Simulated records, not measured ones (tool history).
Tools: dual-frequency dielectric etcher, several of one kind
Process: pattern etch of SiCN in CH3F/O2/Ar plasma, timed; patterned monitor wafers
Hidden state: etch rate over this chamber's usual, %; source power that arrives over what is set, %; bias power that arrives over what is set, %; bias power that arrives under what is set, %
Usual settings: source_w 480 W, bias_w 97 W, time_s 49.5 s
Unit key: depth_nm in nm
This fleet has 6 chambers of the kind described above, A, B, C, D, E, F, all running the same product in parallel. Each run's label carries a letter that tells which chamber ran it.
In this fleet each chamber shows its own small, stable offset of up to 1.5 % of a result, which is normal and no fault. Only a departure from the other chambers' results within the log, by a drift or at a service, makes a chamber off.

run	hour	source_w	bias_w	time_s	hours since the last wet clean	hours since the last source power generator calibration	hours since the last bias power generator calibration	read-back reference wafer on the same gauge, depth_nm	depth_nm
1C	6.2	480	97	49.5	139.8	3468.5	1296.2	19.097	22.013
2D	10.5	480	97	49.5	20.2	345.2	597.9	19.099	22.164
3E	14.1	480	97	49.5	118.9	1289.9	2985.8	19.103	22.16
4F	21.6	480	97	49.5	539.8	278.4	218.9	19.101	22.271
5B	28.2	480	97	49.5	192.1	1587.3	897.2	19.108	21.917
6A	32.2	480	97	49.5	77	2490.1	2044.5	19.113	22.297
7B	38.8	480	97	49.5	202.7	1597.9	907.8	19.112	21.945
8C	43.6	480	97	49.5	177.2	3505.9	1333.6	19.118	22.095
9A	51	480	97	49.5	95.8	2508.9	2063.3	19.119	22.218
10E	55.3	380	97	49.5	160.1	1331.1	3027	19.121	20.324
11D	60.6	380	97	49.5	70.3	395.3	648	19.123	20.319
# hour 66.6: chamber F: wet clean of the chamber
12F	67.7	380	97	49.5	1.1	324.5	265	19.125	20.486
13E	74.9	380	97	49.5	179.7	1350.7	3046.6	19.131	20.38
14B	80.7	380	97	49.5	244.6	1639.8	949.7	19.126	20.144
15F	86.4	380	97	49.5	19.8	343.2	283.7	19.13	20.445
16D	90.4	480	97	49.5	100.1	425.1	677.8	19.14	22.166
17C	96.7	480	78	49.5	230.3	3559	1386.7	19.129	20.441
18A	103.7	480	78	49.5	148.5	2561.6	2116	19.138	20.585
19D	108.9	480	78	49.5	118.6	443.6	696.3	19.142	20.554
20E	117.1	480	78	49.5	221.9	1392.9	3088.8	19.146	20.524
21C	121.8	480	78	49.5	255.4	3584.1	1411.8	19.146	20.409
22A	130	480	78	49.5	174.8	2587.9	2142.3	19.147	20.623
23F	136.3	480	97	49.5	69.7	393.1	333.6	19.149	22.329
# hour 138.5: chamber E: bias power generator calibrated
24B	143.4	480	97	49.5	307.3	1702.5	1012.4	19.15	21.91
25B	150.1	480	97	49.5	314	1709.2	1019.1	19.158	21.922
26A	155.3	480	97	49.5	200.1	2613.2	2167.6	19.158	22.31
27F	161.4	480	115	49.5	94.8	418.2	358.7	19.161	23.796
28D	166.1	480	115	49.5	175.8	500.8	753.5	19.168	23.655
29E	172.9	480	115	49.5	277.7	1448.7	34.4	19.168	23.752
30C	180.3	480	115	49.5	313.9	3642.6	1470.3	19.168	23.584
31C	187.1	480	115	49.5	320.7	3649.4	1477.1	19.174	23.536
32B	191	480	115	49.5	354.9	1750.1	1060	19.173	23.439
# hour 192.3: chamber B: wet clean of the chamber
33F	196.8	480	97	49.5	130.2	453.6	394.1	19.17	22.359
34E	201.3	480	97	49.5	306.1	1477.1	62.8	19.176	22.224
35A	207.6	480	97	49.5	252.4	2665.5	2219.9	19.185	22.315
36D	215.4	480	97	49.5	225.1	550.1	802.8	19.182	22.226
37C	220.4	480	97	49.5	354	3682.7	1510.4	19.185	22.135
38A	226	400	80	49.5	270.8	2683.9	2238.3	19.185	19.453
39F	233.1	400	80	49.5	166.5	489.9	430.4	19.185	19.504
40B	240.4	400	80	49.5	48.1	1799.5	1109.4	19.194	19.145

Has any chamber moved away from the others, gradually or after a service, or does the common gauge drift, or do the chambers differ only by their own small steady offsets? State the chamber and the most likely cause if one applies.

Every chamber seems to shift together because the gauge that measures them all drifts; the chambers themselves are fine.
Most likely cause: gauge reads high (%) = 0.482.
